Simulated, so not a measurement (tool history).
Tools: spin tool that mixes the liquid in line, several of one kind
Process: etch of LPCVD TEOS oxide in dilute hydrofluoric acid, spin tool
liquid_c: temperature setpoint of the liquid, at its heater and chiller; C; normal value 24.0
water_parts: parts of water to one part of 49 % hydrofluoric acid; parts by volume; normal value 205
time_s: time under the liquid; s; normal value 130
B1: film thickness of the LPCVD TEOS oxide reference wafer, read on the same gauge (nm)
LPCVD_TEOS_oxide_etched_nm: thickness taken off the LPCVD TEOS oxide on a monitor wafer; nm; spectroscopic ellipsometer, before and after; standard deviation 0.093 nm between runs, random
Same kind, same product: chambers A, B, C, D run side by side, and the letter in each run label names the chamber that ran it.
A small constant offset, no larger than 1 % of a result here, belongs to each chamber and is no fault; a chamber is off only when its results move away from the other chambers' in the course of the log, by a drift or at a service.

Run 1B, hour 7.1: usual settings; B1 110.01. Result: LPCVD_TEOS_oxide_etched_nm 22.914 nm.
Run 2A, hour 12.0: usual settings; B1 110.00. Result: LPCVD_TEOS_oxide_etched_nm 22.608 nm.
Run 3C, hour 18.7: usual settings; B1 110.01. Result: LPCVD_TEOS_oxide_etched_nm 22.639 nm.
Run 4D, hour 25.9: usual settings; B1 110.01. Result: LPCVD_TEOS_oxide_etched_nm 22.700 nm.
Run 5A, hour 32.1: usual settings; B1 110.02. Result: LPCVD_TEOS_oxide_etched_nm 22.600 nm.
Run 6C, hour 38.0: usual settings; B1 110.00. Result: LPCVD_TEOS_oxide_etched_nm 22.548 nm.
Run 7B, hour 46.1: usual settings; B1 110.02. Result: LPCVD_TEOS_oxide_etched_nm 22.901 nm.
Run 8D, hour 53.9: usual settings; B1 110.01. Result: LPCVD_TEOS_oxide_etched_nm 22.626 nm.
Run 9A, hour 58.0: usual settings; B1 109.99. Result: LPCVD_TEOS_oxide_etched_nm 22.815 nm.
Run 10C, hour 62.9: usual settings; B1 110.04. Result: LPCVD_TEOS_oxide_etched_nm 22.637 nm.
Run 11B, hour 69.1: usual settings; B1 110.02. Result: LPCVD_TEOS_oxide_etched_nm 22.867 nm.
Run 12D, hour 73.9: usual settings; B1 109.97. Result: LPCVD_TEOS_oxide_etched_nm 22.779 nm.
Run 13D, hour 78.6: usual settings; B1 110.02. Result: LPCVD_TEOS_oxide_etched_nm 22.620 nm.
Run 14A, hour 83.3: usual settings; B1 109.99. Result: LPCVD_TEOS_oxide_etched_nm 22.785 nm.
At hour 90.4: chamber B: hydrofluoric acid flow meter replaced.
Run 15B, hour 91.6: usual settings; B1 109.94. Result: LPCVD_TEOS_oxide_etched_nm 22.791 nm.
Run 16C, hour 99.2: usual settings; B1 110.00. Result: LPCVD_TEOS_oxide_etched_nm 22.546 nm.
Run 17C, hour 106.6: usual settings; B1 109.97. Result: LPCVD_TEOS_oxide_etched_nm 22.319 nm.
At hour 111.3: chamber C: hydrofluoric acid flow meter replaced.
Run 18A, hour 114.2: usual settings; B1 109.99. Result: LPCVD_TEOS_oxide_etched_nm 23.127 nm.
Run 19D, hour 118.8: usual settings; B1 109.98. Result: LPCVD_TEOS_oxide_etched_nm 22.633 nm.
Run 20B, hour 122.7: usual settings; B1 109.99. Result: LPCVD_TEOS_oxide_etched_nm 22.816 nm.
Run 21A, hour 128.8: usual settings; B1 110.02. Result: LPCVD_TEOS_oxide_etched_nm 23.062 nm.
Run 22B, hour 133.2: usual settings but liquid_c 27.0 C, water_parts 290 parts by volume; B1 110.00. Result: LPCVD_TEOS_oxide_etched_nm 16.338 nm.
Run 23D, hour 141.7: usual settings but liquid_c 27.0 C, water_parts 290 parts by volume; B1 110.01. Result: LPCVD_TEOS_oxide_etched_nm 16.133 nm.
Run 24C, hour 148.2: usual settings but liquid_c 27.0 C, water_parts 290 parts by volume; B1 110.03. Result: LPCVD_TEOS_oxide_etched_nm 16.239 nm.

Does one chamber stand apart from the rest, does the shared gauge drift, or is all well apart from small per-chamber offsets? Give the chamber and the most likely cause, where there is one.

Little by little, chamber A moves away from the other chambers.
Cause: liquid hotter than its thermometer reads (K) = 0.779.
The log may not tell that from: hydrofluoric acid flow above the setpoint (%).

Below are 4 candidate recipes for chamber A's next run, each the usual settings with a change, their results shown as question marks. Which of them brings A's results back in line with what the other chambers give on the usual settings?
A result is in line if it is within this distance of the other chambers' mean on the usual settings: LPCVD_TEOS_oxide_etched_nm 0.330 nm
Run 25A-1, hour 154.5: usual settings but water_parts 210 parts by volume. Result: LPCVD_TEOS_oxide_etched_nm ?.
Run 25A-2, hour 154.5: usual settings but liquid_c 25.5 C. Result: LPCVD_TEOS_oxide_etched_nm ?.
Run 25A-3, hour 154.5: usual settings but liquid_c 22.5 C. Result: LPCVD_TEOS_oxide_etched_nm ?.
Run 25A-4, hour 154.5: usual settings but water_parts 200 parts by volume. Result: LPCVD_TEOS_oxide_etched_nm ?.

Other chambers, usual settings, mean: LPCVD_TEOS_oxide_etched_nm 22.624 nm
  run  LPCVD_TEOS_oxide_etched_nm
25A-1                      22.580
25A-2                      24.544
25A-3                      21.996
25A-4                      23.948
Change 25A-1 lands the chamber within the allowed miss of the other chambers.

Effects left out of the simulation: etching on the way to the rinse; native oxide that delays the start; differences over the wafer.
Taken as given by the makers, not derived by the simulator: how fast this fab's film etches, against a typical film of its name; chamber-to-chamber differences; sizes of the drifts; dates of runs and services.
